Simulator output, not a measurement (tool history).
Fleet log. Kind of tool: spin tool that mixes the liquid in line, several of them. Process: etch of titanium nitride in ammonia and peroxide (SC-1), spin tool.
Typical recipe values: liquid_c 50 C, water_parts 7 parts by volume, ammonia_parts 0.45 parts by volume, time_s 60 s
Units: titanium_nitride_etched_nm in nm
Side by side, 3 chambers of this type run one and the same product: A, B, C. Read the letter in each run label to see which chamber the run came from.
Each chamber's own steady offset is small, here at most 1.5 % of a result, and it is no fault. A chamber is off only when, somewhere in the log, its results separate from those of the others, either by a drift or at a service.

run	hour	liquid_c	water_parts	ammonia_parts	time_s	read-back film thickness of the titanium nitride reference wafer, read on the same gauge (nm)	titanium_nitride_etched_nm
1A	2.9	50	7	0.45	60	110.02	4.9265
2B	5.1	50	7	0.45	60	109.99	4.8848
3C	7.8	50	7	0.45	60	110.00	4.9629
4B	11.3	50	7	0.45	60	110.01	4.9686
5A	14.7	50	7	0.45	60	109.99	5.0507
6C	18.7	50	7	0.45	60	110.00	4.9537
# hour 19.0: chamber B: new drum of ammonia solution connected
7B	21.7	50	7	0.45	60	110.01	4.8858
8A	25.7	50	7	0.45	60	110.01	5.0558
9C	28.9	50	7	0.45	60	110.01	4.9872
10B	31.5	50	7	0.45	60	109.99	4.9805
11C	34.0	50	7	0.45	60	110.00	4.9621
12A	36.5	50	7	0.45	60	110.00	5.0361
13B	40.4	50	7	0.45	60	110.00	4.8819
14C	42.6	50	7	0.45	60	110.01	4.8858
15A	44.5	50	7	0.45	60	110.00	5.0011
16B	46.7	50	7	0.45	60	109.98	4.9232
17C	50.7	50	7	0.45	60	110.00	4.8597
18A	54.3	50	7	0.45	60	110.02	4.9675
19B	57.0	56	7	0.45	85	110.00	10.4520
20C	59.0	56	7	0.45	85	109.97	10.4680

All chambers now run identical settings, listed one chamber a line with results as question marks. What results will each chamber show?
21A	62.1	50	9	0.45	60		?
21B	62.1	50	9	0.45	60		?
21C	62.1	50	9	0.45	60		?

run	titanium_nitride_etched_nm
21A	4.4732
21B	4.3587
21C	4.3553
